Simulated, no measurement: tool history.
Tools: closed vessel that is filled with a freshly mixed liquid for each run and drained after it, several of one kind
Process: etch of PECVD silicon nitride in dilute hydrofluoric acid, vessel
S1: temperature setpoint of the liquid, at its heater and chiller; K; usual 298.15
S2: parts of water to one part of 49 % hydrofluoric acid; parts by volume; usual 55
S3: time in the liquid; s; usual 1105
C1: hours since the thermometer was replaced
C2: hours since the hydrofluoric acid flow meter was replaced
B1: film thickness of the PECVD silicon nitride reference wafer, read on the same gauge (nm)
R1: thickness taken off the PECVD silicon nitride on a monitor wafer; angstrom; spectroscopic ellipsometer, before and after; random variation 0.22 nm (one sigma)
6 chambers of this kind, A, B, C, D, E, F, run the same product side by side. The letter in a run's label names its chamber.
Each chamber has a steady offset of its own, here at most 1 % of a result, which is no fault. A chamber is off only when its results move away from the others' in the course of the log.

{"run": "1D", "hour": 4.1, "S1": 298.15, "S2": 55, "S3": 1105, "C1": 842.1, "C2": 394.3, "B1": 79.997, "R1": 360.06}
{"run": "2C", "hour": 7.4, "S1": 298.15, "S2": 55, "S3": 1105, "C1": 1410.8, "C2": 1625.7, "B1": 79.999, "R1": 364.45}
{"run": "3A", "hour": 13.0, "S1": 298.15, "S2": 55, "S3": 1105, "C1": 1683.1, "C2": 797.1, "B1": 80, "R1": 356.55}
{"run": "4E", "hour": 17.3, "S1": 298.15, "S2": 55, "S3": 1105, "C1": 1583.3, "C2": 130.2, "B1": 80.009, "R1": 360.98}
{"run": "5B", "hour": 23.7, "S1": 298.15, "S2": 55, "S3": 1105, "C1": 765.7, "C2": 78.5, "B1": 79.99, "R1": 362.56}
{"run": "6F", "hour": 28.8, "S1": 298.15, "S2": 55, "S3": 1105, "C1": 196.1, "C2": 1447.4, "B1": 80.006, "R1": 369.45}
{"run": "7C", "hour": 31.9, "S1": 298.15, "S2": 55, "S3": 1105, "C1": 1435.3, "C2": 1650.2, "B1": 79.995, "R1": 369.89}
{"run": "8D", "hour": 35.9, "S1": 296.15, "S2": 30, "S3": 1105, "C1": 873.9, "C2": 426.1, "B1": 79.992, "R1": 564.03}
{"run": "9E", "hour": 42.4, "S1": 296.15, "S2": 30, "S3": 1105, "C1": 1608.4, "C2": 155.3, "B1": 80.006, "R1": 577.98}
{"run": "10A", "hour": 47.1, "S1": 296.15, "S2": 30, "S3": 1105, "C1": 1717.2, "C2": 831.2, "B1": 80.015, "R1": 556.34}
{"run": "11F", "hour": 53.7, "S1": 296.15, "S2": 30, "S3": 1105, "C1": 221, "C2": 1472.3, "B1": 80.021, "R1": 573.39}
{"run": "12B", "hour": 58.3, "S1": 296.15, "S2": 30, "S3": 1105, "C1": 800.3, "C2": 113.1, "B1": 80.005, "R1": 560.83}
{"run": "13B", "hour": 61.9, "S1": 296.15, "S2": 30, "S3": 1105, "C1": 803.9, "C2": 116.7, "B1": 79.998, "R1": 558.81}
{"run": "14A", "hour": 67.4, "S1": 298.15, "S2": 55, "S3": 1105, "C1": 1737.5, "C2": 851.5, "B1": 80.002, "R1": 357.71}
{"run": "15C", "hour": 71.6, "S1": 298.15, "S2": 55, "S3": 1105, "C1": 1475, "C2": 1689.9, "B1": 79.993, "R1": 375.72}
{"run": "16F", "hour": 76.2, "S1": 296.15, "S2": 55, "S3": 1105, "C1": 243.5, "C2": 1494.8, "B1": 79.999, "R1": 319.11}
{"run": "17E", "hour": 82.3, "S1": 296.15, "S2": 55, "S3": 1105, "C1": 1648.3, "C2": 195.2, "B1": 79.984, "R1": 317.61}
{"run": "18D", "hour": 86.8, "S1": 296.15, "S2": 55, "S3": 1105, "C1": 924.8, "C2": 477, "B1": 79.988, "R1": 312.6}
{"run": "19C", "hour": 92.1, "S1": 296.15, "S2": 55, "S3": 1105, "C1": 1495.5, "C2": 1710.4, "B1": 79.981, "R1": 329.21}
{"run": "20E", "hour": 95.0, "S1": 296.15, "S2": 55, "S3": 1105, "C1": 1661, "C2": 207.9, "B1": 79.99, "R1": 317.09}
{"run": "21D", "hour": 98.5, "S1": 296.15, "S2": 55, "S3": 1105, "C1": 936.5, "C2": 488.7, "B1": 79.988, "R1": 314.73}
{"run": "22B", "hour": 102.9, "S1": 294.65, "S2": 55, "S3": 1695, "C1": 844.9, "C2": 157.7, "B1": 80.001, "R1": 440.8}
{"run": "23A", "hour": 106.8, "S1": 294.65, "S2": 55, "S3": 1695, "C1": 1776.9, "C2": 890.9, "B1": 80.013, "R1": 436}
{"run": "24F", "hour": 110.0, "S1": 294.65, "S2": 55, "S3": 1695, "C1": 277.3, "C2": 1528.6, "B1": 79.986, "R1": 445.09}
{"run": "25F", "hour": 115.6, "S1": 294.65, "S2": 55, "S3": 1695, "C1": 282.9, "C2": 1534.2, "B1": 80.004, "R1": 448.24}
{"run": "26B", "hour": 121.3, "S1": 294.65, "S2": 55, "S3": 1695, "C1": 863.3, "C2": 176.1, "B1": 79.999, "R1": 438.66}
{"run": "27E", "hour": 126.6, "S1": 294.65, "S2": 55, "S3": 1695, "C1": 1692.6, "C2": 239.5, "B1": 79.997, "R1": 443.61}
{"run": "28C", "hour": 133.1, "S1": 298.15, "S2": 55, "S3": 1105, "C1": 1536.5, "C2": 1751.4, "B1": 80.004, "R1": 393.32}
{"run": "29A", "hour": 136.2, "S1": 298.15, "S2": 70, "S3": 580, "C1": 1806.3, "C2": 920.3, "B1": 79.999, "R1": 148.55}
{"run": "30D", "hour": 140.6, "S1": 298.15, "S2": 70, "S3": 580, "C1": 978.6, "C2": 530.8, "B1": 79.999, "R1": 149.63}
{"run": "31F", "hour": 145.4, "S1": 298.15, "S2": 70, "S3": 580, "C1": 312.7, "C2": 1564, "B1": 79.991, "R1": 153.25}
{"hour": 150.3, "done": "chamber D: thermometer replaced"}
{"run": "32E", "hour": 151.3, "S1": 298.15, "S2": 70, "S3": 580, "C1": 1717.3, "C2": 264.2, "B1": 79.984, "R1": 149.82}
{"run": "33B", "hour": 156.1, "S1": 298.15, "S2": 70, "S3": 580, "C1": 898.1, "C2": 210.9, "B1": 80.001, "R1": 150.72}
{"run": "34A", "hour": 159.8, "S1": 298.15, "S2": 70, "S3": 580, "C1": 1829.9, "C2": 943.9, "B1": 80.018, "R1": 148.56}
{"run": "35D", "hour": 163.3, "S1": 298.15, "S2": 55, "S3": 1105, "C1": 13.1, "C2": 553.5, "B1": 79.995, "R1": 358.97}
{"run": "36C", "hour": 167.2, "S1": 298.15, "S2": 55, "S3": 1105, "C1": 1570.6, "C2": 1785.5, "B1": 80.009, "R1": 390.1}

Is one chamber off against the others, does the gauge drift, or is nothing wrong? If a chamber is off, say which, and what the likeliest cause is.

Chamber C drifts away from the others.
Cause: hydrofluoric acid flow above the setpoint (%) = 8.04.
The log may not tell that from: liquid hotter than its thermometer reads (K).

Here are 4 candidates for chamber C's next run, each the usual settings with a change, their results left as question marks. Which one brings its results back in line with what the others give on the usual settings?
In line means no further than this from the other chambers' mean on the usual settings: R1 7.6 angstrom
{"run": "37C-1", "hour": 172.0, "S1": 298.65, "S2": 55, "S3": 1165, "R1": "?"}
{"run": "37C-2", "hour": 172.0, "S1": 298.15, "S2": 60, "S3": 1105, "R1": "?"}
{"run": "37C-3", "hour": 172.0, "S1": 298.15, "S2": 55, "S3": 1150, "R1": "?"}
{"run": "37C-4", "hour": 172.0, "S1": 298.15, "S2": 55, "S3": 1060, "R1": "?"}

The other chambers' mean on the usual settings: R1 362.26 angstrom
run=37C-1 R1=430.94
run=37C-2 R1=362.56
run=37C-3 R1=411.42
run=37C-4 R1=379.22
37C-2 brings the chamber back in line.

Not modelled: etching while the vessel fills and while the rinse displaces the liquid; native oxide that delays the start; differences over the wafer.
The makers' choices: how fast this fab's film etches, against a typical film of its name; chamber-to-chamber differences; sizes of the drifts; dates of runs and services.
